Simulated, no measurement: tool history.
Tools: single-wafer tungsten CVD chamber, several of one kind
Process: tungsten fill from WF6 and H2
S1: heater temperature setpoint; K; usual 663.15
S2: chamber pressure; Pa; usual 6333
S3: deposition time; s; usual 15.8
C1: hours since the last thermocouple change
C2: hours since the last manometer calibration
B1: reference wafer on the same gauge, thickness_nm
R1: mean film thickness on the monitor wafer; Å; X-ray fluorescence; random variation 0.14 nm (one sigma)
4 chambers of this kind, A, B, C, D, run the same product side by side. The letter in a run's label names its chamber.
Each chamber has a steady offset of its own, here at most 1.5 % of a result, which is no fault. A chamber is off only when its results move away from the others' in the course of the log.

run,hour,S1,S2,S3,C1,C2,B1,R1
1A,4.7,663.15,6333,15.8,516.4,1474.9,41.598,465.56
2B,8.8,663.15,6333,15.8,622.9,60.3,41.601,473.86
3C,11.8,663.15,6333,15.8,305.2,1943.6,41.606,467.6
4D,16.5,663.15,6333,15.8,2915.3,2136.4,41.597,472.44
5D,19.5,663.15,6333,15.8,2918.3,2139.4,41.615,471.43
6C,24.4,663.15,6333,15.8,317.8,1956.2,41.618,469.04
7B,29.3,663.15,6333,15.8,643.4,80.8,41.599,472.45
8A,31.7,663.15,6333,15.8,543.4,1501.9,41.628,466.45
9B,34.4,663.15,6333,15.8,648.5,85.9,41.628,478.47
10D,38.8,663.15,6333,15.8,2937.6,2158.7,41.605,471.69
11A,42.5,663.15,6333,15.8,554.2,1512.7,41.625,467.35
12C,44.9,663.15,6333,15.8,338.3,1976.7,41.611,469.24
13C,47.5,663.15,6333,15.8,340.9,1979.3,41.615,471.12
14A,51.8,663.15,6333,15.8,563.5,1522,41.595,466.79
15B,56.8,663.15,6333,15.8,670.9,108.3,41.621,476.08
16D,59.9,663.15,6333,15.8,2958.7,2179.8,41.593,470.26
17D,62.9,663.15,6333,15.8,2961.7,2182.8,41.588,469.98
18C,65.9,663.15,6333,15.8,359.3,1997.7,41.587,468.21
19A,68.1,663.15,6333,15.8,579.8,1538.3,41.579,467.35
20B,72.4,663.15,6333,15.8,686.5,123.9,41.62,478.23
21D,75.9,663.15,6333,15.8,2974.7,2195.8,41.617,472.07
22C,80.8,663.15,6333,15.8,374.2,2012.6,41.578,470.59
23A,84.6,669.15,6333,15.8,596.3,1554.8,41.584,520.1
24B,86.8,669.15,6333,15.8,700.9,138.3,41.588,536.06
25D,89.7,669.15,6333,15.8,2988.5,2209.6,41.572,529.36
26A,92.4,669.15,6333,15.8,604.1,1562.6,41.616,521.37
27B,95.4,663.15,6333,15.8,709.5,146.9,41.606,477.73
28C,98.3,663.15,6333,15.8,391.7,2030.1,41.588,469.1
# hour 98.9: chamber D: capacitance manometer re-zeroed and calibrated
29D,103,663.15,6333,15.8,3001.8,4.2,41.604,470.35
30B,106.7,663.15,6333,15.8,720.8,158.2,41.595,475.24
31A,111.2,663.15,6333,15.8,622.9,1581.4,41.599,467.59
32C,116.1,663.15,6333,15.8,409.5,2047.9,41.604,468.83
33B,119.9,663.15,6333,15.8,734,171.4,41.617,477.04
34C,122.4,663.15,6333,15.8,415.8,2054.2,41.615,470.15
35D,124.9,663.15,6333,15.8,3023.7,26.1,41.605,469.09
36A,128.1,663.15,6333,15.8,639.8,1598.3,41.615,464.45
37B,132.1,651.15,4840,15.8,746.2,183.6,41.606,328.52
38D,135,651.15,4840,15.8,3033.8,36.2,41.588,327.67
39A,138.5,651.15,4840,15.8,650.2,1608.7,41.61,327.2
40C,140.8,651.15,4840,15.8,434.2,2072.6,41.609,329.61
41C,145.7,663.15,6333,15.8,439.1,2077.5,41.586,472.36
42A,150.2,663.15,6333,15.8,661.9,1620.4,41.633,465.53

Is one chamber off against the others, does the gauge drift, or is nothing wrong? If a chamber is off, say which, and what the likeliest cause is.

No chamber stands off beyond its own small offset, and the gauge holds steady.
